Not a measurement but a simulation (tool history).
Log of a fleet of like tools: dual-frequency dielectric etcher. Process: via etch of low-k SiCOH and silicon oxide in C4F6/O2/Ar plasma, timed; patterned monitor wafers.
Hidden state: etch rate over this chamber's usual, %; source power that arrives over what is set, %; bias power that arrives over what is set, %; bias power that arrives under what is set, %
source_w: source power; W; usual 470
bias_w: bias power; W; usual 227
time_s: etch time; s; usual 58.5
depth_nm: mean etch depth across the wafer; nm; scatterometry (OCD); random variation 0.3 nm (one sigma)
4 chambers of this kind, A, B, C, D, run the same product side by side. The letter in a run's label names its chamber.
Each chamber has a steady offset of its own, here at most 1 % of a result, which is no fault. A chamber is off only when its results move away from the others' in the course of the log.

| run | hour | source_w | bias_w | time_s | hours since the last wet clean | hours since the last source power generator calibration | hours since the last bias power generator calibration | read-back reference wafer on the same gauge, depth_nm | depth_nm |
|---|---|---|---|---|---|---|---|---|---|
| 1C | 4.0 | 470 | 227 | 58.5 | 297.4 | 1298.3 | 1410.8 | 203.07 | 176.93 |
| 2A | 10.4 | 470 | 227 | 58.5 | 332.6 | 1047.9 | 2548.4 | 203.04 | 175.78 |
| 3B | 13.9 | 470 | 227 | 58.5 | 149.4 | 2968.0 | 1972.1 | 203.08 | 176.34 |
| 4D | 19.9 | 470 | 227 | 58.5 | 182.8 | 84.5 | 1630.5 | 203.17 | 173.89 |
| 5D | 26.3 | 430 | 227 | 65.5 | 189.2 | 90.9 | 1636.9 | 203.24 | 188.40 |
| 6B | 30.7 | 430 | 227 | 65.5 | 166.2 | 2984.8 | 1988.9 | 203.24 | 191.55 |
| 7C | 36.9 | 430 | 227 | 65.5 | 330.3 | 1331.2 | 1443.7 | 203.26 | 191.84 |
| 8A | 40.2 | 430 | 227 | 65.5 | 362.4 | 1077.7 | 2578.2 | 203.31 | 190.83 |
| 9A | 46.1 | 470 | 227 | 58.5 | 368.3 | 1083.6 | 2584.1 | 203.34 | 176.46 |
| 10C | 50.3 | 470 | 227 | 58.5 | 343.7 | 1344.6 | 1457.1 | 203.41 | 177.33 |
| 11D | 56.8 | 470 | 227 | 58.5 | 219.7 | 121.4 | 1667.4 | 203.51 | 174.08 |
|  | 60.4 | chamber C: wet clean of the chamber |
| 12B | 60.5 | 470 | 227 | 58.5 | 196.0 | 3014.6 | 2018.7 | 203.45 | 177.08 |
| 13D | 63.5 | 470 | 227 | 58.5 | 226.4 | 128.1 | 1674.1 | 203.45 | 174.02 |
| 14A | 68.6 | 470 | 227 | 42.5 | 390.8 | 1106.1 | 2606.6 | 203.59 | 127.68 |
| 15B | 74.2 | 470 | 227 | 42.5 | 209.7 | 3028.3 | 2032.4 | 203.53 | 128.62 |
| 16C | 78.5 | 470 | 227 | 42.5 | 18.2 | 1372.8 | 1485.3 | 203.60 | 128.68 |
| 17D | 81.9 | 470 | 227 | 42.5 | 244.8 | 146.5 | 1692.5 | 203.57 | 127.07 |
| 18B | 87.1 | 470 | 227 | 58.5 | 222.6 | 3041.2 | 2045.3 | 203.56 | 177.24 |
| 19A | 91.4 | 470 | 227 | 58.5 | 413.6 | 1128.9 | 2629.4 | 203.71 | 176.49 |
| 20C | 96.4 | 470 | 227 | 58.5 | 36.1 | 1390.7 | 1503.2 | 203.70 | 177.60 |
| 21D | 102.8 | 520 | 227 | 58.5 | 265.7 | 167.4 | 1713.4 | 203.72 | 181.55 |
| 22A | 105.8 | 520 | 227 | 58.5 | 428.0 | 1143.3 | 2643.8 | 203.88 | 183.92 |
| 23B | 111.0 | 520 | 227 | 58.5 | 246.5 | 3065.1 | 2069.2 | 203.92 | 184.51 |
| 24C | 117.3 | 520 | 227 | 58.5 | 57.0 | 1411.6 | 1524.1 | 203.97 | 184.72 |
| 25C | 121.8 | 470 | 227 | 58.5 | 61.5 | 1416.1 | 1528.6 | 203.98 | 177.91 |
| 26A | 126.4 | 470 | 227 | 58.5 | 448.6 | 1163.9 | 2664.4 | 204.01 | 177.27 |
| 27D | 131.9 | 470 | 227 | 58.5 | 294.8 | 196.5 | 1742.5 | 203.94 | 174.06 |
| 28B | 135.5 | 470 | 227 | 58.5 | 271.0 | 3089.6 | 2093.7 | 204.19 | 177.18 |
| 29B | 141.5 | 470 | 227 | 58.5 | 277.0 | 3095.6 | 2099.7 | 204.06 | 178.21 |
| 30A | 147.9 | 470 | 227 | 58.5 | 470.1 | 1185.4 | 2685.9 | 204.15 | 177.64 |
| 31D | 150.7 | 470 | 227 | 58.5 | 313.6 | 215.3 | 1761.3 | 204.10 | 174.74 |
| 32C | 156.0 | 470 | 227 | 58.5 | 95.7 | 1450.3 | 1562.8 | 204.21 | 177.74 |
| 33B | 160.6 | 360 | 227 | 63.5 | 296.1 | 3114.7 | 2118.8 | 204.35 | 174.34 |
| 34D | 165.1 | 360 | 227 | 63.5 | 328.0 | 229.7 | 1775.7 | 204.22 | 171.41 |
| 35C | 170.1 | 360 | 227 | 63.5 | 109.8 | 1464.4 | 1576.9 | 204.23 | 174.75 |
| 36A | 173.4 | 360 | 227 | 63.5 | 495.6 | 1210.9 | 2711.4 | 204.42 | 174.04 |
| 37B | 177.9 | 470 | 227 | 58.5 | 313.4 | 3132.0 | 2136.1 | 204.36 | 178.54 |
| 38C | 181.6 | 470 | 227 | 58.5 | 121.3 | 1475.9 | 1588.4 | 204.46 | 177.55 |

Is one chamber off against the others, does the gauge drift, or is nothing wrong? If a chamber is off, say which, and what the likeliest cause is.

The gauge drifts, so all chambers seem to drift together. No chamber is off.
Cause: gauge reads high (%) = 0.713.
